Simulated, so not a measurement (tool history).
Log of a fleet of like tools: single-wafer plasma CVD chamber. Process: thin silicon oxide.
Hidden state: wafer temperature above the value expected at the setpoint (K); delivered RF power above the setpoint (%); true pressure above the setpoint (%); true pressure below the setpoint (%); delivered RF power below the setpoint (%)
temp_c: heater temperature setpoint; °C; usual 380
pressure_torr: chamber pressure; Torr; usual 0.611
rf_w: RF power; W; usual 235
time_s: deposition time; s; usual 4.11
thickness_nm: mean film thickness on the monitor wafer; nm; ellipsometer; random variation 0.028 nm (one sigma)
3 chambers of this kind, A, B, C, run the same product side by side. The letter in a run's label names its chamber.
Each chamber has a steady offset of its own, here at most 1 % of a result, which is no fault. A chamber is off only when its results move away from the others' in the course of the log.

run,day,temp_c,pressure_torr,rf_w,time_s,hours since the last thermocouple change,hours since the last RF generator calibration,hours since the last manometer calibration,"read-back reference wafer on the same gauge, thickness_nm",thickness_nm
1A,0.617,380,0.611,235,4.11,99,914.4,1711.7,4.4246,5.1984
2C,1.238,380,0.611,235,4.11,1674,706,1438.5,4.43,5.1746
3B,1.7,380,0.611,235,4.11,1427,335.3,870.1,4.4324,5.2263
4A,2.179,380,0.611,235,4.11,136.5,951.9,1749.2,4.4282,5.2153
# day 2.317: chamber C: thermocouple changed; heater temperature recalibrated
5C,2.642,380,0.611,235,4.11,7.9,739.7,1472.2,4.4305,5.1212
6B,3.275,380,0.611,235,4.11,1464.8,373.1,907.9,4.4364,5.2464
7B,3.904,380,0.611,235,4.11,1479.9,388.2,923,4.4261,5.2627
8A,4.342,380,0.611,235,4.11,188.4,1003.8,1801.1,4.4257,5.2529
9C,4.929,380,0.611,235,4.11,62.8,794.6,1527.1,4.4262,5.1921
10B,5.375,380,0.611,235,4.11,1515.2,423.5,958.3,4.4227,5.2504
11C,5.817,380,0.611,235,4.11,84.1,815.9,1548.4,4.4345,5.1858
12A,6.3,380,0.611,235,4.11,235.4,1050.8,1848.1,4.4285,5.191
# day 6.417: chamber A: RF generator calibrated
13A,6.692,380,0.611,235,4.11,244.8,6.7,1857.5,4.4319,5.2134
14C,7.292,380,0.611,235,4.11,119.5,851.3,1583.8,4.4235,5.1949
15B,7.712,380,0.611,275,3.54,1571.3,479.6,1014.4,4.4307,4.8832
# day 8.008: chamber A: capacitance manometer re-zeroed and calibrated
16B,8.025,380,0.611,275,3.54,1578.8,487.1,1021.9,4.4324,4.8133
# day 8.5: chamber B: capacitance manometer re-zeroed and calibrated
17C,8.529,380,0.611,275,3.54,149.2,881,1613.5,4.4322,4.7962
18A,9.129,380,0.611,235,4.11,303.3,65.2,26.9,4.4313,5.5471
19C,9.679,380,0.611,235,4.11,176.8,908.6,1641.1,4.4318,5.1666
20A,10.15,380,0.611,235,4.11,327.8,89.7,51.4,4.4334,5.4749
21B,10.696,380,0.611,235,4.11,1642.9,551.2,52.7,4.436,5.1795
22C,10.975,380,0.611,265,4.11,207.9,939.7,1672.2,4.4335,5.4936
23B,11.546,380,0.611,265,4.11,1663.3,571.6,73.1,4.4286,5.4702
24A,12.05,380,0.611,265,4.11,373.4,135.3,97,4.4342,5.8623
25B,12.592,380,0.611,235,4.11,1688.4,596.7,98.2,4.4304,5.2198
26C,13.046,380,0.611,195,4.11,257.6,989.4,1721.9,4.4325,4.7089

Next, every chamber runs the same settings. What will each give?
27A,13.5,380,0.611,235,4.61,,,,,?
27B,13.5,380,0.611,235,4.61,,,,,?
27C,13.5,380,0.611,235,4.61,,,,,?

run,thickness_nm
27A,6.1484
27B,5.9081
27C,5.7888

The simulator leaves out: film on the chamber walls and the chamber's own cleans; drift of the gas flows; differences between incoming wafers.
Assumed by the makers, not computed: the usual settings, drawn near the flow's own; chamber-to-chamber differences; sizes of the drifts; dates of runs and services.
